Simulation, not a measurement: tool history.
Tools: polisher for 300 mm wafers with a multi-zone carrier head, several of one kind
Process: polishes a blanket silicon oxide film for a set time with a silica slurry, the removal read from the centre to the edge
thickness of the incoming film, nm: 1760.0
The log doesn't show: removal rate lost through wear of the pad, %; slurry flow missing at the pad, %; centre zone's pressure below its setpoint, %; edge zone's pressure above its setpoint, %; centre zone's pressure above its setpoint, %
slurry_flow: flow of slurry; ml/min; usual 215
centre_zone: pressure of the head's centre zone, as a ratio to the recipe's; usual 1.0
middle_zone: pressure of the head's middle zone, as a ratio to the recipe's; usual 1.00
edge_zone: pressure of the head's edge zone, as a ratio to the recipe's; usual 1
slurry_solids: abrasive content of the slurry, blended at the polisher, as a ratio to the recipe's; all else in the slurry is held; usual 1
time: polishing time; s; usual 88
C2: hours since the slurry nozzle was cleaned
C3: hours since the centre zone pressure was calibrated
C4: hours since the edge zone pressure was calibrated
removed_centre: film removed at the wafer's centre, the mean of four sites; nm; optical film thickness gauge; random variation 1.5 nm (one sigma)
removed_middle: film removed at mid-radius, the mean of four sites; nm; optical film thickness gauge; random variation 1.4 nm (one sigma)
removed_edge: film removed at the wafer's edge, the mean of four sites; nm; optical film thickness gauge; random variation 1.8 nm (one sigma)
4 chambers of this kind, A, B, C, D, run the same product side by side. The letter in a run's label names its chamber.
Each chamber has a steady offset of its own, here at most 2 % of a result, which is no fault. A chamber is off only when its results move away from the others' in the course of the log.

-- day=0.079 chamber D: worn pad replaced by a new one
-- day=0.217 chamber B: centre zone pressure recalibrated
run 1C day=0.250 | slurry_flow=215 centre_zone=1.0 middle_zone=1.00 edge_zone=1 slurry_solids=1 time=88 | wafers_polished_on_this_pad=1399 C2=691.6 C3=209.8 C4=86.4 | removed_centre=231.73 removed_middle=228.23 removed_edge=226.71
run 2D day=0.488 | slurry_flow=215 centre_zone=1.0 middle_zone=1.00 edge_zone=1 slurry_solids=1 time=88 | wafers_polished_on_this_pad=125 C2=136.4 C3=430.9 C4=744.2 | removed_centre=228.48 removed_middle=226.62 removed_edge=229.06
run 3B day=0.721 | slurry_flow=215 centre_zone=1.0 middle_zone=1.00 edge_zone=1 slurry_solids=1 time=88 | wafers_polished_on_this_pad=797 C2=360.5 C3=12.1 C4=629.6 | removed_centre=227.85 removed_middle=229.02 removed_edge=230.94
-- day=0.946 chamber C: worn pad replaced by a new one
run 4A day=1.096 | slurry_flow=215 centre_zone=1.0 middle_zone=1.00 edge_zone=1 slurry_solids=1 time=88 | wafers_polished_on_this_pad=1046 C2=293.7 C3=582.7 C4=724.4 | removed_centre=224.16 removed_middle=225.13 removed_edge=229.10
-- day=1.338 chamber A: slurry nozzle cleaned
-- day=1.412 chamber A: worn pad replaced by a new one
run 5D day=1.467 | slurry_flow=215 centre_zone=1.0 middle_zone=1.00 edge_zone=1 slurry_solids=1 time=88 | wafers_polished_on_this_pad=425 C2=159.9 C3=454.4 C4=767.7 | removed_centre=226.50 removed_middle=226.74 removed_edge=230.43
-- day=1.521 chamber B: worn pad replaced by a new one
run 6A day=1.721 | slurry_flow=215 centre_zone=1.0 middle_zone=1.00 edge_zone=1 slurry_solids=1 time=88 | wafers_polished_on_this_pad=94 C2=9.3 C3=597.7 C4=739.4 | removed_centre=226.28 removed_middle=223.35 removed_edge=224.17
run 7B day=2.196 | slurry_flow=215 centre_zone=1.1 middle_zone=1.00 edge_zone=1 slurry_solids=1 time=88 | wafers_polished_on_this_pad=206 C2=395.9 C3=47.5 C4=665.0 | removed_centre=252.04 removed_middle=230.25 removed_edge=232.28
-- day=2.638 chamber C: slurry nozzle cleaned
run 8C day=2.688 | slurry_flow=215 centre_zone=1.1 middle_zone=1.00 edge_zone=1 slurry_solids=1 time=88 | wafers_polished_on_this_pad=533 C2=1.2 C3=268.3 C4=144.9 | removed_centre=253.97 removed_middle=226.82 removed_edge=228.72
-- day=2.908 chamber D: worn pad replaced by a new one
run 9B day=2.958 | slurry_flow=215 centre_zone=1.1 middle_zone=1.00 edge_zone=1 slurry_solids=1 time=88 | wafers_polished_on_this_pad=440 C2=414.2 C3=65.8 C4=683.3 | removed_centre=251.70 removed_middle=231.40 removed_edge=231.82
run 10A day=3.342 | slurry_flow=215 centre_zone=1.1 middle_zone=1.00 edge_zone=1 slurry_solids=1 time=88 | wafers_polished_on_this_pad=591 C2=48.2 C3=636.6 C4=778.3 | removed_centre=248.53 removed_middle=226.35 removed_edge=226.59
-- day=3.442 chamber B: edge zone pressure recalibrated
run 11D day=3.717 | slurry_flow=215 centre_zone=1.0 middle_zone=1.00 edge_zone=1 slurry_solids=1 time=88 | wafers_polished_on_this_pad=248 C2=213.9 C3=508.4 C4=821.7 | removed_centre=227.20 removed_middle=226.41 removed_edge=229.61
run 12C day=4.175 | slurry_flow=215 centre_zone=1.0 middle_zone=1.00 edge_zone=1 slurry_solids=1 time=88 | wafers_polished_on_this_pad=988 C2=36.9 C3=304.0 C4=180.6 | removed_centre=229.54 removed_middle=227.42 removed_edge=226.60
-- day=4.446 chamber D: slurry nozzle cleaned
run 13D day=4.579 | slurry_flow=215 centre_zone=1.0 middle_zone=1.00 edge_zone=1 slurry_solids=1 time=88 | wafers_polished_on_this_pad=512 C2=3.3 C3=529.1 C4=842.4 | removed_centre=228.38 removed_middle=225.82 removed_edge=227.54
-- day=4.721 chamber B: worn pad replaced by a new one
run 14B day=4.883 | slurry_flow=215 centre_zone=1.0 middle_zone=1.00 edge_zone=1 slurry_solids=1 time=88 | wafers_polished_on_this_pad=49 C2=460.4 C3=112.0 C4=34.7 | removed_centre=227.13 removed_middle=231.92 removed_edge=227.70
run 15A day=5.317 | slurry_flow=215 centre_zone=1.0 middle_zone=1.00 edge_zone=1 slurry_solids=1 time=88 | wafers_polished_on_this_pad=1195 C2=95.6 C3=684.0 C4=825.7 | removed_centre=224.41 removed_middle=224.13 removed_edge=226.62
-- day=5.679 chamber C: worn pad replaced by a new one
run 16C day=5.692 | slurry_flow=215 centre_zone=1.0 middle_zone=1.00 edge_zone=1 slurry_solids=1 time=88 | wafers_polished_on_this_pad=4 C2=73.3 C3=340.4 C4=217.0 | removed_centre=231.37 removed_middle=227.18 removed_edge=227.56
-- day=5.704 chamber A: worn pad replaced by a new one
-- day=6.004 chamber D: worn pad replaced by a new one
run 17A day=6.162 | slurry_flow=215 centre_zone=1.0 middle_zone=1.00 edge_zone=1 slurry_solids=1 time=88 | wafers_polished_on_this_pad=140 C2=115.9 C3=704.3 C4=846.0 | removed_centre=227.34 removed_middle=224.87 removed_edge=225.47
run 18D day=6.654 | slurry_flow=215 centre_zone=1.0 middle_zone=1.00 edge_zone=1 slurry_solids=1 time=88 | wafers_polished_on_this_pad=199 C2=53.1 C3=578.9 C4=892.2 | removed_centre=228.68 removed_middle=225.86 removed_edge=229.86
run 19C day=6.992 | slurry_flow=215 centre_zone=1.0 middle_zone=1.05 edge_zone=1 slurry_solids=1 time=109 | wafers_polished_on_this_pad=402 C2=104.5 C3=371.6 C4=248.2 | removed_centre=283.48 removed_middle=294.61 removed_edge=282.47
run 20B day=7.429 | slurry_flow=215 centre_zone=1.0 middle_zone=1.05 edge_zone=1 slurry_solids=1 time=109 | wafers_polished_on_this_pad=829 C2=521.5 C3=173.1 C4=95.8 | removed_centre=283.05 removed_middle=299.91 removed_edge=286.76
run 21B day=7.850 | slurry_flow=215 centre_zone=1.0 middle_zone=1.05 edge_zone=1 slurry_solids=1 time=109 | wafers_polished_on_this_pad=958 C2=531.6 C3=183.2 C4=105.9 | removed_centre=282.35 removed_middle=297.02 removed_edge=280.63
-- day=7.933 chamber B: worn pad replaced by a new one
-- day=8.004 chamber A: edge zone pressure recalibrated
run 22D day=8.175 | slurry_flow=215 centre_zone=1.0 middle_zone=1.05 edge_zone=1 slurry_solids=1 time=109 | wafers_polished_on_this_pad=665 C2=89.6 C3=615.4 C4=928.7 | removed_centre=282.58 removed_middle=296.40 removed_edge=281.68
run 23A day=8.421 | slurry_flow=215 centre_zone=1.0 middle_zone=1.00 edge_zone=1 slurry_solids=1 time=88 | wafers_polished_on_this_pad=831 C2=170.1 C3=758.5 C4=10.1 | removed_centre=227.96 removed_middle=227.22 removed_edge=227.75
run 24C day=8.812 | slurry_flow=215 centre_zone=1.0 middle_zone=1.00 edge_zone=1 slurry_solids=1 time=88 | wafers_polished_on_this_pad=959 C2=148.2 C3=415.3 C4=291.9 | removed_centre=230.30 removed_middle=227.74 removed_edge=226.88
run 25C day=9.242 | slurry_flow=185 centre_zone=1.0 middle_zone=1.00 edge_zone=1 slurry_solids=1 time=88 | wafers_polished_on_this_pad=1091 C2=158.5 C3=425.6 C4=302.2 | removed_centre=224.08 removed_middle=222.41 removed_edge=221.57
-- day=9.246 chamber D: worn pad replaced by a new one
-- day=9.438 chamber A: worn pad replaced by a new one
run 26A day=9.704 | slurry_flow=185 centre_zone=1.0 middle_zone=1.00 edge_zone=1 slurry_solids=1 time=88 | wafers_polished_on_this_pad=82 C2=200.9 C3=789.3 C4=40.9 | removed_centre=220.70 removed_middle=218.75 removed_edge=223.35
run 27B day=10.038 | slurry_flow=185 centre_zone=1.0 middle_zone=1.00 edge_zone=1 slurry_solids=1 time=88 | wafers_polished_on_this_pad=644 C2=584.1 C3=235.7 C4=158.4 | removed_centre=220.98 removed_middle=223.73 removed_edge=225.62
-- day=10.075 chamber C: edge zone pressure recalibrated
run 28D day=10.462 | slurry_flow=185 centre_zone=1.0 middle_zone=1.00 edge_zone=1 slurry_solids=1 time=88 | wafers_polished_on_this_pad=373 C2=144.5 C3=670.3 C4=983.6 | removed_centre=222.54 removed_middle=220.84 removed_edge=227.55
-- day=10.600 chamber C: worn pad replaced by a new one
run 29A day=10.783 | slurry_flow=215 centre_zone=1.0 middle_zone=1.00 edge_zone=1 slurry_solids=1 time=88 | wafers_polished_on_this_pad=412 C2=226.8 C3=815.2 C4=66.8 | removed_centre=225.86 removed_middle=224.96 removed_edge=228.17
run 30B day=11.162 | slurry_flow=215 centre_zone=1.0 middle_zone=1.00 edge_zone=1 slurry_solids=1 time=88 | wafers_polished_on_this_pad=988 C2=611.1 C3=262.7 C4=185.4 | removed_centre=231.12 removed_middle=229.67 removed_edge=228.69
-- day=11.258 chamber B: worn pad replaced by a new one
run 31C day=11.538 | slurry_flow=215 centre_zone=1.0 middle_zone=1.00 edge_zone=1 slurry_solids=1 time=88 | wafers_polished_on_this_pad=287 C2=213.6 C3=480.7 C4=35.1 | removed_centre=230.96 removed_middle=229.38 removed_edge=230.36
-- day=11.592 chamber A: slurry nozzle cleaned
run 32D day=11.954 | slurry_flow=215 centre_zone=1.0 middle_zone=1.00 edge_zone=1 slurry_solids=1 time=88 | wafers_polished_on_this_pad=829 C2=180.3 C3=706.1 C4=1019.4 | removed_centre=229.67 removed_middle=228.02 removed_edge=229.25
-- day=11.979 chamber D: worn pad replaced by a new one
run 33C day=12.354 | slurry_flow=215 centre_zone=1.0 middle_zone=1.00 edge_zone=1 slurry_solids=1 time=88 | wafers_polished_on_this_pad=537 C2=233.2 C3=500.3 C4=54.7 | removed_centre=231.23 removed_middle=228.39 removed_edge=231.15
run 34A day=12.658 | slurry_flow=215 centre_zone=1.0 middle_zone=1.00 edge_zone=1 slurry_solids=1 time=88 | wafers_polished_on_this_pad=987 C2=25.7 C3=860.2 C4=111.8 | removed_centre=226.70 removed_middle=226.64 removed_edge=227.09
run 35D day=13.117 | slurry_flow=215 centre_zone=1.0 middle_zone=1.00 edge_zone=1 slurry_solids=1 time=88 | wafers_polished_on_this_pad=348 C2=208.2 C3=734.0 C4=1047.3 | removed_centre=228.79 removed_middle=227.85 removed_edge=228.55
-- day=13.158 chamber A: worn pad replaced by a new one
run 36B day=13.604 | slurry_flow=215 centre_zone=1.0 middle_zone=1.00 edge_zone=1 slurry_solids=1 time=88 | wafers_polished_on_this_pad=718 C2=669.7 C3=321.3 C4=244.0 | removed_centre=229.71 removed_middle=230.29 removed_edge=228.23
run 37A day=13.892 | slurry_flow=215 centre_zone=1.0 middle_zone=1.00 edge_zone=1 slurry_solids=1 time=88 | wafers_polished_on_this_pad=225 C2=55.3 C3=889.8 C4=141.4 | removed_centre=226.22 removed_middle=224.09 removed_edge=228.73

All 4 chambers run these settings next. Forecast each chamber's results:
run 38A day=14.242 | slurry_flow=175 centre_zone=1.0 middle_zone=1.00 edge_zone=1 slurry_solids=1 time=88 | removed_centre=? removed_middle=? removed_edge=?
run 38B day=14.242 | slurry_flow=175 centre_zone=1.0 middle_zone=1.00 edge_zone=1 slurry_solids=1 time=88 | removed_centre=? removed_middle=? removed_edge=?
run 38C day=14.242 | slurry_flow=175 centre_zone=1.0 middle_zone=1.00 edge_zone=1 slurry_solids=1 time=88 | removed_centre=? removed_middle=? removed_edge=?
run 38D day=14.242 | slurry_flow=175 centre_zone=1.0 middle_zone=1.00 edge_zone=1 slurry_solids=1 time=88 | removed_centre=? removed_middle=? removed_edge=?

run=38A removed_centre=221.64 removed_middle=217.03 removed_edge=224.84
run=38B removed_centre=221.62 removed_middle=224.65 removed_edge=221.88
run=38C removed_centre=219.26 removed_middle=221.54 removed_edge=220.15
run=38D removed_centre=217.59 removed_middle=219.01 removed_edge=223.13
